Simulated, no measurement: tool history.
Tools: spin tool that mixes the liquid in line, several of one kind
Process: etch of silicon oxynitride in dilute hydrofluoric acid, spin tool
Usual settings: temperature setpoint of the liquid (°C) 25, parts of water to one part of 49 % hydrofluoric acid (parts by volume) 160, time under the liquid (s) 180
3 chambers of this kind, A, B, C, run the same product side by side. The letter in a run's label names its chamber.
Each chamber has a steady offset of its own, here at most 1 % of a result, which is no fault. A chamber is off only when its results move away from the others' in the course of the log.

run    day  temperature setpoint of the liquid (°C)  parts of water to one part of 49 % hydrofluoric acid (parts by volume)  time under the liquid (s)  read-back film thickness of the silicon oxynitride reference wafer, read on the same gauge (nm)  thickness taken off the silicon oxynitride on a monitor wafer (Å)
 1C  0.188                                       25                                                                     160                        180                                                                                           70.005                                                             15.851
 2A  0.525                                       25                                                                     160                        180                                                                                           70.026                                                             15.698
 3B  0.738                                       25                                                                     160                        180                                                                                               70                                                             16.391
 4A  0.925                                       25                                                                     160                        180                                                                                           70.032                                                              16.86
 5C  1.162                                       25                                                                     160                        180                                                                                           69.989                                                             15.983
     1.483  -- chamber B: thermometer replaced
 6B  1.492                                       25                                                                     220                         75                                                                                           70.003                                                             4.5898
 7C  1.762                                       25                                                                     220                         75                                                                                           70.006                                                             4.8152
 8B  2.129                                       25                                                                     220                         75                                                                                           70.012                                                             4.7341
 9A  2.358                                       25                                                                     160                        180                                                                                           69.994                                                             15.366
10C  2.567                                       25                                                                     160                        180                                                                                           69.973                                                             15.381
11A  2.767                                       25                                                                     160                        180                                                                                           69.988                                                              16.49
12B  2.983                                       25                                                                     160                        180                                                                                           70.013                                                             16.388
13A  3.158                                       25                                                                     160                        180                                                                                           69.998                                                              16.26
14C  3.488                                       25                                                                     160                        180                                                                                           69.986                                                             15.879
15B  3.775                                       25                                                                     160                        180                                                                                           70.011                                                             16.071
16A  4.146                                       25                                                                     160                        180                                                                                           70.009                                                             15.657
17B    4.4                                       25                                                                     160                        180                                                                                           70.004                                                             15.774
18C  4.588                                       25                                                                     160                        180                                                                                            70.01                                                             16.163
19B  4.867                                       25                                                                     200                        180                                                                                           69.999                                                             12.188
20C  5.162                                       25                                                                     200                        180                                                                                           70.002                                                             12.858
21A  5.408                                       25                                                                     200                        180                                                                                           70.018                                                             12.239
22B  5.683                                       25                                                                     160                        180                                                                                               70                                                             16.899
23A  5.862                                       25                                                                     160                        180                                                                                           70.011                                                             16.959
24C  6.121                                       25                                                                     160                        180                                                                                           70.003                                                             15.685
25C  6.446                                       25                                                                     160                        180                                                                                           70.007                                                             15.853
26A  6.775                                       25                                                                     160                        180                                                                                               70                                                             16.154
27B  7.162                                       25                                                                     160                        180                                                                                           69.997                                                             16.251
28B  7.338                                       25                                                                     160                        180                                                                                           69.998                                                             15.911
29C  7.512                                       25                                                                     160                        180                                                                                           69.981                                                             15.648
30A  7.888                                       25                                                                     160                        180                                                                                           70.014                                                             16.082
31B  8.142                                       25                                                                     160                        180                                                                                            69.99                                                             16.413
32A  8.438                                       25                                                                     160                        180                                                                                           69.988                                                             16.325
33C  8.629                                       25                                                                     160                        180                                                                                           69.972                                                             15.438
34C  8.804                                       25                                                                     160                        180                                                                                           70.008                                                             15.717
35A  9.017                                       25                                                                     160                        180                                                                                            70.01                                                              16.14
36B  9.225                                       25                                                                     160                        180                                                                                           69.992                                                              16.18

Is one chamber off against the others, does the gauge drift, or is nothing wrong? If a chamber is off, say which, and what the likeliest cause is.

No chamber stands off beyond its own small offset, and the gauge holds steady.
